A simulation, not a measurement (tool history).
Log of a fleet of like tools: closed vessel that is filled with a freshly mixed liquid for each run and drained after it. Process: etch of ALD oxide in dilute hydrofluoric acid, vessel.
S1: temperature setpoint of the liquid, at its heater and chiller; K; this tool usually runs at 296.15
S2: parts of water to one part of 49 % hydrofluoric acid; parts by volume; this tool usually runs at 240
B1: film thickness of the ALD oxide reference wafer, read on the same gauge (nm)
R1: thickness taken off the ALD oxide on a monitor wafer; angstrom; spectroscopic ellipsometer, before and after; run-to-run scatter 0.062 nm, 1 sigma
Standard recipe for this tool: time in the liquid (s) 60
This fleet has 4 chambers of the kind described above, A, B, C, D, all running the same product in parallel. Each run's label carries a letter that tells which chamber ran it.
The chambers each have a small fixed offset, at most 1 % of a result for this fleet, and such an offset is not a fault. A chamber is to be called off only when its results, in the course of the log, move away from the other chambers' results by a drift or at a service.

Run 1A, day 0.346: usual settings; B1 99.974. Result: R1 66.678 angstrom.
Run 2B, day 0.725: usual settings; B1 100.01. Result: R1 67.858 angstrom.
Run 3C, day 0.921: usual settings; B1 100. Result: R1 66.811 angstrom.
Run 4D, day 1.121: usual settings; B1 100.01. Result: R1 67.637 angstrom.
Run 5D, day 1.354: usual settings but time in the liquid (s) 85; B1 99.999. Result: R1 93.889 angstrom.
Run 6B, day 1.583: usual settings but time in the liquid (s) 85; B1 100.01. Result: R1 95.508 angstrom.
Run 7A, day 1.967: usual settings but time in the liquid (s) 85; B1 100.01. Result: R1 94.69 angstrom.
Run 8C, day 2.371: usual settings but time in the liquid (s) 85; B1 100.01. Result: R1 95.242 angstrom.
Run 9A, day 2.783: usual settings but S1 300.15 K, S2 325 parts by volume; B1 99.973. Result: R1 51.649 angstrom.
Run 10B, day 3.179: usual settings but S1 300.15 K, S2 325 parts by volume; B1 99.998. Result: R1 52.575 angstrom.
Run 11D, day 3.462: usual settings but S1 300.15 K, S2 325 parts by volume; B1 100. Result: R1 51.971 angstrom.
Run 12C, day 3.817: usual settings but S1 300.15 K, S2 325 parts by volume; B1 99.992. Result: R1 52.504 angstrom.
Run 13D, day 4.017: usual settings but S1 299.15 K, S2 185 parts by volume; B1 100. Result: R1 103.24 angstrom.
Run 14B, day 4.321: usual settings but S1 299.15 K, S2 185 parts by volume; B1 100. Result: R1 104.51 angstrom.
Run 15A, day 4.558: usual settings but S1 299.15 K, S2 185 parts by volume; B1 99.976. Result: R1 99.44 angstrom.
Run 16C, day 4.946: usual settings but S1 299.15 K, S2 185 parts by volume; B1 99.993. Result: R1 103.98 angstrom.
Run 17D, day 5.362: usual settings; B1 99.99. Result: R1 68.217 angstrom.
Run 18C, day 5.6: usual settings; B1 99.997. Result: R1 67.608 angstrom.
Run 19B, day 5.962: usual settings; B1 100. Result: R1 67.917 angstrom.
Run 20A, day 6.217: usual settings; B1 99.99. Result: R1 62.747 angstrom.
Run 21A, day 6.558: usual settings; B1 100.01. Result: R1 63.857 angstrom.
Run 22B, day 6.833: usual settings; B1 100.02. Result: R1 66.373 angstrom.
Run 23C, day 7.058: usual settings; B1 99.99. Result: R1 67.619 angstrom.
Run 24D, day 7.467: usual settings but S1 298.15 K, time in the liquid (s) 85; B1 99.975. Result: R1 102.26 angstrom.
Run 25D, day 7.692: usual settings but S1 298.15 K, time in the liquid (s) 85; B1 100.02. Result: R1 102.06 angstrom.
At day 7.788: chamber A: thermometer replaced.
Run 26A, day 8.108: usual settings but S1 298.15 K, time in the liquid (s) 85; B1 99.983. Result: R1 95.568 angstrom.
Run 27B, day 8.467: usual settings but S1 298.15 K, time in the liquid (s) 85; B1 99.992. Result: R1 103.38 angstrom.
Run 28C, day 8.75: usual settings; B1 100. Result: R1 67.806 angstrom.
Run 29C, day 9.088: usual settings; B1 100.02. Result: R1 67.388 angstrom.
Run 30B, day 9.371: usual settings; B1 100.01. Result: R1 66.956 angstrom.
Run 31A, day 9.667: usual settings but S2 290 parts by volume; B1 99.974. Result: R1 47.652 angstrom.
Run 32D, day 10.05: usual settings but S2 290 parts by volume; B1 99.981. Result: R1 53.024 angstrom.
Run 33A, day 10.388: usual settings but S2 290 parts by volume; B1 99.984. Result: R1 47.733 angstrom.
Run 34B, day 10.638: usual settings but S2 290 parts by volume; B1 100.01. Result: R1 52.707 angstrom.

Next, every chamber runs the same settings. What will each give?
Run 35A, day 10.942: usual settings. Result: R1 ?.
Run 35B, day 10.942: usual settings. Result: R1 ?.
Run 35C, day 10.942: usual settings. Result: R1 ?.
Run 35D, day 10.942: usual settings. Result: R1 ?.

run      R1
35A  61.632
35B  67.031
35C  66.135
35D  66.723
